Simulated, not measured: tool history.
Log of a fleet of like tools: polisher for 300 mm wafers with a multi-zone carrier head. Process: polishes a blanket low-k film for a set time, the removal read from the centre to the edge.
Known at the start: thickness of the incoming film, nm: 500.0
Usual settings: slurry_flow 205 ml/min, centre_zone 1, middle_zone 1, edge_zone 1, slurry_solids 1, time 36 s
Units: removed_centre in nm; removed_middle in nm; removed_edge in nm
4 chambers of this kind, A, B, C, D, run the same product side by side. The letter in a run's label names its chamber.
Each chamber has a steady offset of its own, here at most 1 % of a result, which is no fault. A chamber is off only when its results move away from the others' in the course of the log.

{"hour": 4.4, "done": "chamber B: worn pad replaced by a new one"}
{"run": "1D", "hour": 6.1, "slurry_flow": 205, "centre_zone": 1, "middle_zone": 1, "edge_zone": 1, "slurry_solids": 1, "time": 36, "removed_centre": 20.235, "removed_middle": 19.619, "removed_edge": 20.002}
{"hour": 8.7, "done": "chamber D: worn pad replaced by a new one"}
{"run": "2A", "hour": 19.4, "slurry_flow": 205, "centre_zone": 1, "middle_zone": 1, "edge_zone": 1, "slurry_solids": 1, "time": 36, "removed_centre": 20, "removed_middle": 20.146, "removed_edge": 20.141}
{"run": "3B", "hour": 27.8, "slurry_flow": 205, "centre_zone": 1, "middle_zone": 1, "edge_zone": 1, "slurry_solids": 1, "time": 36, "removed_centre": 19.93, "removed_middle": 20.588, "removed_edge": 19.844}
{"run": "4C", "hour": 33.9, "slurry_flow": 205, "centre_zone": 1, "middle_zone": 1, "edge_zone": 1, "slurry_solids": 1, "time": 36, "removed_centre": 19.944, "removed_middle": 20.161, "removed_edge": 20.582}
{"hour": 41.8, "done": "chamber A: worn pad replaced by a new one"}
{"run": "5B", "hour": 43.1, "slurry_flow": 205, "centre_zone": 1, "middle_zone": 1, "edge_zone": 1, "slurry_solids": 1, "time": 36, "removed_centre": 20.39, "removed_middle": 20.313, "removed_edge": 20.002}
{"run": "6D", "hour": 51.0, "slurry_flow": 205, "centre_zone": 1, "middle_zone": 1, "edge_zone": 1, "slurry_solids": 1, "time": 36, "removed_centre": 19.547, "removed_middle": 20.003, "removed_edge": 20.325}
{"run": "7A", "hour": 62.2, "slurry_flow": 205, "centre_zone": 1, "middle_zone": 1, "edge_zone": 1, "slurry_solids": 1, "time": 36, "removed_centre": 19.965, "removed_middle": 19.654, "removed_edge": 19.626}
{"hour": 64.8, "done": "chamber D: centre zone pressure recalibrated"}
{"run": "8C", "hour": 75.6, "slurry_flow": 205, "centre_zone": 1, "middle_zone": 1, "edge_zone": 1, "slurry_solids": 1, "time": 36, "removed_centre": 19.766, "removed_middle": 20.295, "removed_edge": 20.403}
{"hour": 77.0, "done": "chamber B: worn pad replaced by a new one"}
{"hour": 81.7, "done": "chamber B: edge zone pressure recalibrated"}
{"hour": 82.4, "done": "chamber C: worn pad replaced by a new one"}
{"run": "9C", "hour": 82.6, "slurry_flow": 205, "centre_zone": 1, "middle_zone": 1, "edge_zone": 1, "slurry_solids": 1, "time": 36, "removed_centre": 19.944, "removed_middle": 20.413, "removed_edge": 19.851}
{"hour": 86.6, "done": "chamber C: slurry nozzle cleaned"}
{"run": "10B", "hour": 95.0, "slurry_flow": 205, "centre_zone": 1, "middle_zone": 1, "edge_zone": 1, "slurry_solids": 1, "time": 36, "removed_centre": 19.759, "removed_middle": 20.252, "removed_edge": 19.872}
{"run": "11A", "hour": 102.8, "slurry_flow": 205, "centre_zone": 1, "middle_zone": 1, "edge_zone": 1, "slurry_solids": 1, "time": 36, "removed_centre": 19.936, "removed_middle": 19.733, "removed_edge": 20.113}
{"hour": 110.4, "done": "chamber D: worn pad replaced by a new one"}
{"run": "12D", "hour": 115.4, "slurry_flow": 205, "centre_zone": 0.92, "middle_zone": 1, "edge_zone": 1, "slurry_solids": 1, "time": 42, "removed_centre": 21.192, "removed_middle": 23.13, "removed_edge": 23.517}
{"hour": 119.3, "done": "chamber A: worn pad replaced by a new one"}
{"hour": 120.2, "done": "chamber D: slurry nozzle cleaned"}
{"run": "13A", "hour": 122.0, "slurry_flow": 205, "centre_zone": 0.92, "middle_zone": 1, "edge_zone": 1, "slurry_solids": 1, "time": 42, "removed_centre": 21.602, "removed_middle": 23.466, "removed_edge": 23.058}
{"run": "14C", "hour": 132.9, "slurry_flow": 205, "centre_zone": 0.92, "middle_zone": 1, "edge_zone": 1, "slurry_solids": 1, "time": 42, "removed_centre": 21.031, "removed_middle": 22.934, "removed_edge": 24.127}
{"run": "15B", "hour": 139.2, "slurry_flow": 205, "centre_zone": 0.92, "middle_zone": 1, "edge_zone": 1, "slurry_solids": 1, "time": 42, "removed_centre": 21.133, "removed_middle": 23.768, "removed_edge": 23.451}
{"run": "16D", "hour": 150.3, "slurry_flow": 205, "centre_zone": 1, "middle_zone": 1, "edge_zone": 1, "slurry_solids": 1, "time": 36, "removed_centre": 20.313, "removed_middle": 20.019, "removed_edge": 20.299}
{"run": "17B", "hour": 161.8, "slurry_flow": 205, "centre_zone": 1, "middle_zone": 1, "edge_zone": 1, "slurry_solids": 1, "time": 36, "removed_centre": 19.173, "removed_middle": 20.211, "removed_edge": 20.65}
{"hour": 162.7, "done": "chamber B: worn pad replaced by a new one"}
{"hour": 162.9, "done": "chamber A: edge zone pressure recalibrated"}
{"run": "18D", "hour": 171.2, "slurry_flow": 205, "centre_zone": 1, "middle_zone": 1, "edge_zone": 1, "slurry_solids": 1, "time": 36, "removed_centre": 19.74, "removed_middle": 20.243, "removed_edge": 20.475}
{"hour": 173.1, "done": "chamber C: worn pad replaced by a new one"}
{"hour": 175.8, "done": "chamber C: edge zone pressure recalibrated"}
{"run": "19A", "hour": 183.1, "slurry_flow": 205, "centre_zone": 1, "middle_zone": 1, "edge_zone": 1, "slurry_solids": 1, "time": 36, "removed_centre": 19.947, "removed_middle": 19.916, "removed_edge": 19.918}
{"run": "20C", "hour": 190.4, "slurry_flow": 205, "centre_zone": 1, "middle_zone": 1, "edge_zone": 1, "slurry_solids": 1, "time": 36, "removed_centre": 19.873, "removed_middle": 19.944, "removed_edge": 20.151}
{"hour": 192.6, "done": "chamber A: worn pad replaced by a new one"}
{"run": "21C", "hour": 203.4, "slurry_flow": 205, "centre_zone": 1, "middle_zone": 1, "edge_zone": 1, "slurry_solids": 1, "time": 36, "removed_centre": 19.939, "removed_middle": 19.758, "removed_edge": 20.245}
{"run": "22A", "hour": 212.1, "slurry_flow": 205, "centre_zone": 1, "middle_zone": 1, "edge_zone": 1, "slurry_solids": 1, "time": 36, "removed_centre": 20.437, "removed_middle": 20.148, "removed_edge": 20.369}
{"hour": 214.0, "done": "chamber D: worn pad replaced by a new one"}
{"run": "23B", "hour": 218.7, "slurry_flow": 205, "centre_zone": 1, "middle_zone": 1, "edge_zone": 1, "slurry_solids": 1, "time": 36, "removed_centre": 19.272, "removed_middle": 20.39, "removed_edge": 19.654}
{"run": "24D", "hour": 228.3, "slurry_flow": 205, "centre_zone": 1, "middle_zone": 1, "edge_zone": 1, "slurry_solids": 1, "time": 36, "removed_centre": 19.33, "removed_middle": 19.962, "removed_edge": 20.808}
{"run": "25D", "hour": 238.6, "slurry_flow": 205, "centre_zone": 1, "middle_zone": 1, "edge_zone": 1, "slurry_solids": 1, "time": 36, "removed_centre": 19.715, "removed_middle": 20.172, "removed_edge": 20.272}
{"hour": 238.8, "done": "chamber B: worn pad replaced by a new one"}
{"run": "26A", "hour": 252.4, "slurry_flow": 205, "centre_zone": 1, "middle_zone": 1, "edge_zone": 1, "slurry_solids": 1, "time": 36, "removed_centre": 19.922, "removed_middle": 20.128, "removed_edge": 19.82}
{"run": "27C", "hour": 264.0, "slurry_flow": 205, "centre_zone": 1, "middle_zone": 1, "edge_zone": 1, "slurry_solids": 1, "time": 36, "removed_centre": 19.711, "removed_middle": 19.444, "removed_edge": 19.902}
{"hour": 267.5, "done": "chamber C: worn pad replaced by a new one"}
{"hour": 276.4, "done": "chamber A: worn pad replaced by a new one"}
{"run": "28B", "hour": 277.6, "slurry_flow": 205, "centre_zone": 1, "middle_zone": 1, "edge_zone": 1, "slurry_solids": 1, "time": 36, "removed_centre": 18.66, "removed_middle": 19.899, "removed_edge": 20.197}
{"run": "29A", "hour": 284.7, "slurry_flow": 205, "centre_zone": 1, "middle_zone": 1, "edge_zone": 1, "slurry_solids": 1, "time": 45, "removed_centre": 25.613, "removed_middle": 24.818, "removed_edge": 25.38}
{"hour": 288.4, "done": "chamber A: slurry nozzle cleaned"}
{"run": "30C", "hour": 294.9, "slurry_flow": 205, "centre_zone": 1, "middle_zone": 1, "edge_zone": 1, "slurry_solids": 1, "time": 45, "removed_centre": 25.643, "removed_middle": 24.623, "removed_edge": 24.975}
{"run": "31D", "hour": 304.9, "slurry_flow": 205, "centre_zone": 1, "middle_zone": 1, "edge_zone": 1, "slurry_solids": 1, "time": 45, "removed_centre": 24.728, "removed_middle": 25.491, "removed_edge": 24.799}
{"hour": 316.4, "done": "chamber D: worn pad replaced by a new one"}
{"run": "32B", "hour": 318.6, "slurry_flow": 205, "centre_zone": 1, "middle_zone": 1, "edge_zone": 1, "slurry_solids": 1, "time": 45, "removed_centre": 23.093, "removed_middle": 25.474, "removed_edge": 24.367}
{"hour": 327.8, "done": "chamber B: worn pad replaced by a new one"}
{"run": "33D", "hour": 329.2, "slurry_flow": 205, "centre_zone": 1, "middle_zone": 1, "edge_zone": 1, "slurry_solids": 1, "time": 36, "removed_centre": 19.896, "removed_middle": 19.873, "removed_edge": 20.258}
{"run": "34A", "hour": 337.9, "slurry_flow": 205, "centre_zone": 1, "middle_zone": 1, "edge_zone": 1, "slurry_solids": 1, "time": 36, "removed_centre": 20.226, "removed_middle": 20.038, "removed_edge": 19.941}
{"run": "35C", "hour": 346.3, "slurry_flow": 205, "centre_zone": 1, "middle_zone": 1, "edge_zone": 1, "slurry_solids": 1, "time": 36, "removed_centre": 19.535, "removed_middle": 19.503, "removed_edge": 20.022}
{"hour": 353.7, "done": "chamber C: worn pad replaced by a new one"}
{"run": "36B", "hour": 355.8, "slurry_flow": 205, "centre_zone": 1, "middle_zone": 1, "edge_zone": 1, "slurry_solids": 1, "time": 36, "removed_centre": 18.127, "removed_middle": 19.774, "removed_edge": 19.848}
{"run": "37A", "hour": 366.0, "slurry_flow": 205, "centre_zone": 1, "middle_zone": 1, "edge_zone": 1, "slurry_solids": 1, "time": 36, "removed_centre": 20.019, "removed_middle": 20.105, "removed_edge": 19.974}
{"hour": 368.0, "done": "chamber A: worn pad replaced by a new one"}
{"run": "38C", "hour": 376.9, "slurry_flow": 205, "centre_zone": 1, "middle_zone": 1, "edge_zone": 1, "slurry_solids": 1, "time": 36, "removed_centre": 19.883, "removed_middle": 20.432, "removed_edge": 20.527}
{"run": "39D", "hour": 385.4, "slurry_flow": 205, "centre_zone": 1, "middle_zone": 1, "edge_zone": 1, "slurry_solids": 1, "time": 36, "removed_centre": 20.021, "removed_middle": 19.966, "removed_edge": 20.571}
{"run": "40B", "hour": 396.2, "slurry_flow": 145, "centre_zone": 1, "middle_zone": 1, "edge_zone": 1, "slurry_solids": 1, "time": 45, "removed_centre": 21.328, "removed_middle": 23.469, "removed_edge": 24.261}
{"hour": 400.0, "done": "chamber D: worn pad replaced by a new one"}
{"run": "41D", "hour": 407.5, "slurry_flow": 145, "centre_zone": 1, "middle_zone": 1, "edge_zone": 1, "slurry_solids": 1, "time": 45, "removed_centre": 23.782, "removed_middle": 23.039, "removed_edge": 24.171}
{"run": "42A", "hour": 417.2, "slurry_flow": 145, "centre_zone": 1, "middle_zone": 1, "edge_zone": 1, "slurry_solids": 1, "time": 45, "removed_centre": 24.056, "removed_middle": 23.375, "removed_edge": 23.903}
{"run": "43C", "hour": 426.1, "slurry_flow": 145, "centre_zone": 1, "middle_zone": 1, "edge_zone": 1, "slurry_solids": 1, "time": 45, "removed_centre": 23.508, "removed_middle": 23.839, "removed_edge": 24.05}

What goes on in this fleet: one chamber off, a drifting gauge, or nothing beyond the chambers' own small offsets? Name the chamber and the cause, if any.

Chamber B drifts away from the others.
Cause: centre zone's pressure below its setpoint, % = 10.

Here are 4 candidates for chamber B's next run, each the usual settings with a change, their results left as question marks. Which one brings its results back in line with what the others give on the usual settings?
In line means no further than this from the other chambers' mean on the usual settings: removed_centre 0.99 nm; removed_middle 0.91 nm; removed_edge 1 nm
{"run": "44B-1", "hour": 436.2, "slurry_flow": 210, "centre_zone": 1.08, "middle_zone": 0.97, "edge_zone": 0.98, "slurry_solids": 1, "time": 37, "removed_centre": "?", "removed_middle": "?", "removed_edge": "?"}
{"run": "44B-2", "hour": 436.2, "slurry_flow": 200, "centre_zone": 0.92, "middle_zone": 1.03, "edge_zone": 1.02, "slurry_solids": 1, "time": 35, "removed_centre": "?", "removed_middle": "?", "removed_edge": "?"}
{"run": "44B-3", "hour": 436.2, "slurry_flow": 195, "centre_zone": 0.83, "middle_zone": 1.06, "edge_zone": 1.04, "slurry_solids": 1, "time": 35, "removed_centre": "?", "removed_middle": "?", "removed_edge": "?"}
{"run": "44B-4", "hour": 436.2, "slurry_flow": 215, "centre_zone": 1.17, "middle_zone": 0.94, "edge_zone": 0.95, "slurry_solids": 1, "time": 38, "removed_centre": "?", "removed_middle": "?", "removed_edge": "?"}

The other chambers' mean on the usual settings: removed_centre 19.935 nm; removed_middle 20.002 nm; removed_edge 20.109 nm
run=44B-1 removed_centre=19.914 removed_middle=20.304 removed_edge=20.37
run=44B-2 removed_centre=15.695 removed_middle=20.176 removed_edge=19.554
run=44B-3 removed_centre=13.949 removed_middle=20.651 removed_edge=19.69
run=44B-4 removed_centre=22.377 removed_middle=20.315 removed_edge=20.649
44B-1 brings the chamber back in line.
